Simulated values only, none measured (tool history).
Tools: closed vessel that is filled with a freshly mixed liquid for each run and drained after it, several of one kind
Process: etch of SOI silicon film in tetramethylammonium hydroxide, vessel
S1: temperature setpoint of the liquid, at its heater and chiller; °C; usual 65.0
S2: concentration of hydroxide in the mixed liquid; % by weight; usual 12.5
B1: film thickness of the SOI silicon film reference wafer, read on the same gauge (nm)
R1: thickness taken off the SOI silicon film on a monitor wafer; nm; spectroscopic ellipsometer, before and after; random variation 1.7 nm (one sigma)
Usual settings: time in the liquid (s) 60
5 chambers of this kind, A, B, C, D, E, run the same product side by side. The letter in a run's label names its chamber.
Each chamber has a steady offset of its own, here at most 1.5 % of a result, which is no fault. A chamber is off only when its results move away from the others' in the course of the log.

run 1C day=0.308 | S1=65.0 S2=12.5 time_in_the_liquid_(s)=60 | B1=149.98 | R1=312.73
run 2E day=0.642 | S1=65.0 S2=12.5 time_in_the_liquid_(s)=60 | B1=149.96 | R1=309.76
run 3A day=0.921 | S1=65.0 S2=12.5 time_in_the_liquid_(s)=60 | B1=150.06 | R1=307.27
run 4D day=1.262 | S1=65.0 S2=12.5 time_in_the_liquid_(s)=60 | B1=149.99 | R1=307.82
run 5B day=1.621 | S1=65.0 S2=12.5 time_in_the_liquid_(s)=60 | B1=149.99 | R1=306.95
run 6C day=1.992 | S1=65.0 S2=12.5 time_in_the_liquid_(s)=60 | B1=150.01 | R1=311.51
run 7D day=2.242 | S1=65.0 S2=12.5 time_in_the_liquid_(s)=60 | B1=150.00 | R1=304.33
run 8B day=2.492 | S1=65.0 S2=12.5 time_in_the_liquid_(s)=60 | B1=150.00 | R1=312.40
run 9A day=2.808 | S1=65.0 S2=12.5 time_in_the_liquid_(s)=60 | B1=150.02 | R1=309.44
run 10E day=3.117 | S1=65.0 S2=12.5 time_in_the_liquid_(s)=60 | B1=149.99 | R1=310.50
run 11B day=3.304 | S1=65.0 S2=12.5 time_in_the_liquid_(s)=60 | B1=149.99 | R1=311.92
run 12D day=3.625 | S1=65.0 S2=12.5 time_in_the_liquid_(s)=60 | B1=149.98 | R1=307.79
run 13A day=3.829 | S1=65.0 S2=12.5 time_in_the_liquid_(s)=60 | B1=149.99 | R1=310.28
run 14C day=4.042 | S1=65.0 S2=12.5 time_in_the_liquid_(s)=60 | B1=149.99 | R1=309.82
run 15E day=4.283 | S1=65.0 S2=12.5 time_in_the_liquid_(s)=95 | B1=149.96 | R1=494.16
-- day=4.296 chamber D: hydroxide flow meter replaced
run 16C day=4.617 | S1=65.0 S2=12.5 time_in_the_liquid_(s)=95 | B1=150.02 | R1=492.31
run 17B day=5.017 | S1=65.0 S2=12.5 time_in_the_liquid_(s)=95 | B1=150.02 | R1=493.39
run 18D day=5.288 | S1=65.0 S2=12.5 time_in_the_liquid_(s)=95 | B1=149.98 | R1=483.76
-- day=5.346 chamber B: thermometer replaced
-- day=5.379 chamber C: hydroxide flow meter replaced
run 19A day=5.667 | S1=65.0 S2=12.5 time_in_the_liquid_(s)=95 | B1=149.98 | R1=494.72
run 20E day=6.062 | S1=65.0 S2=12.5 time_in_the_liquid_(s)=60 | B1=150.01 | R1=311.76
run 21C day=6.346 | S1=65.0 S2=12.5 time_in_the_liquid_(s)=60 | B1=150.02 | R1=312.47
-- day=6.508 chamber E: thermometer replaced
run 22D day=6.742 | S1=65.0 S2=12.5 time_in_the_liquid_(s)=60 | B1=150.00 | R1=306.88
run 23E day=7.075 | S1=65.0 S2=12.5 time_in_the_liquid_(s)=60 | B1=150.04 | R1=311.13
run 24B day=7.383 | S1=65.0 S2=12.5 time_in_the_liquid_(s)=60 | B1=150.02 | R1=306.17
run 25A day=7.738 | S1=65.0 S2=12.5 time_in_the_liquid_(s)=60 | B1=150.02 | R1=313.58
run 26E day=7.967 | S1=70.5 S2=9.5 time_in_the_liquid_(s)=60 | B1=150.01 | R1=473.34
-- day=8.038 chamber C: thermometer replaced
run 27B day=8.200 | S1=70.5 S2=9.5 time_in_the_liquid_(s)=60 | B1=150.00 | R1=478.89
run 28A day=8.546 | S1=70.5 S2=9.5 time_in_the_liquid_(s)=60 | B1=150.02 | R1=485.98
run 29D day=8.962 | S1=70.5 S2=9.5 time_in_the_liquid_(s)=60 | B1=150.01 | R1=475.31
run 30C day=9.238 | S1=70.5 S2=9.5 time_in_the_liquid_(s)=60 | B1=150.03 | R1=473.40
run 31A day=9.433 | S1=65.0 S2=10.5 time_in_the_liquid_(s)=90 | B1=150.00 | R1=510.22
run 32E day=9.638 | S1=65.0 S2=10.5 time_in_the_liquid_(s)=90 | B1=150.00 | R1=497.71
run 33D day=10.054 | S1=65.0 S2=10.5 time_in_the_liquid_(s)=90 | B1=149.98 | R1=494.47
run 34B day=10.296 | S1=65.0 S2=10.5 time_in_the_liquid_(s)=90 | B1=149.98 | R1=492.79
run 35C day=10.542 | S1=65.0 S2=10.5 time_in_the_liquid_(s)=90 | B1=149.98 | R1=497.06
run 36E day=10.850 | S1=65.0 S2=12.5 time_in_the_liquid_(s)=60 | B1=149.98 | R1=312.67
run 37C day=11.133 | S1=65.0 S2=12.5 time_in_the_liquid_(s)=60 | B1=150.04 | R1=308.97
run 38B day=11.492 | S1=60.0 S2=12.5 time_in_the_liquid_(s)=60 | B1=150.03 | R1=227.41
run 39A day=11.883 | S1=60.0 S2=12.5 time_in_the_liquid_(s)=60 | B1=149.97 | R1=234.07
run 40D day=12.112 | S1=60.0 S2=12.5 time_in_the_liquid_(s)=60 | B1=150.04 | R1=226.24
run 41D day=12.508 | S1=60.0 S2=12.5 time_in_the_liquid_(s)=60 | B1=150.02 | R1=224.29
run 42C day=12.775 | S1=60.0 S2=12.5 time_in_the_liquid_(s)=60 | B1=149.99 | R1=228.23
run 43E day=13.104 | S1=65.0 S2=12.5 time_in_the_liquid_(s)=60 | B1=150.00 | R1=311.40

All 5 chambers run these settings next. Forecast each chamber's results:
run 44A day=13.408 | S1=65.0 S2=12.5 time_in_the_liquid_(s)=60 | R1=?
run 44B day=13.408 | S1=65.0 S2=12.5 time_in_the_liquid_(s)=60 | R1=?
run 44C day=13.408 | S1=65.0 S2=12.5 time_in_the_liquid_(s)=60 | R1=?
run 44D day=13.408 | S1=65.0 S2=12.5 time_in_the_liquid_(s)=60 | R1=?
run 44E day=13.408 | S1=65.0 S2=12.5 time_in_the_liquid_(s)=60 | R1=?

run=44A R1=318.16
run=44B R1=310.93
run=44C R1=311.81
run=44D R1=308.29
run=44E R1=308.75
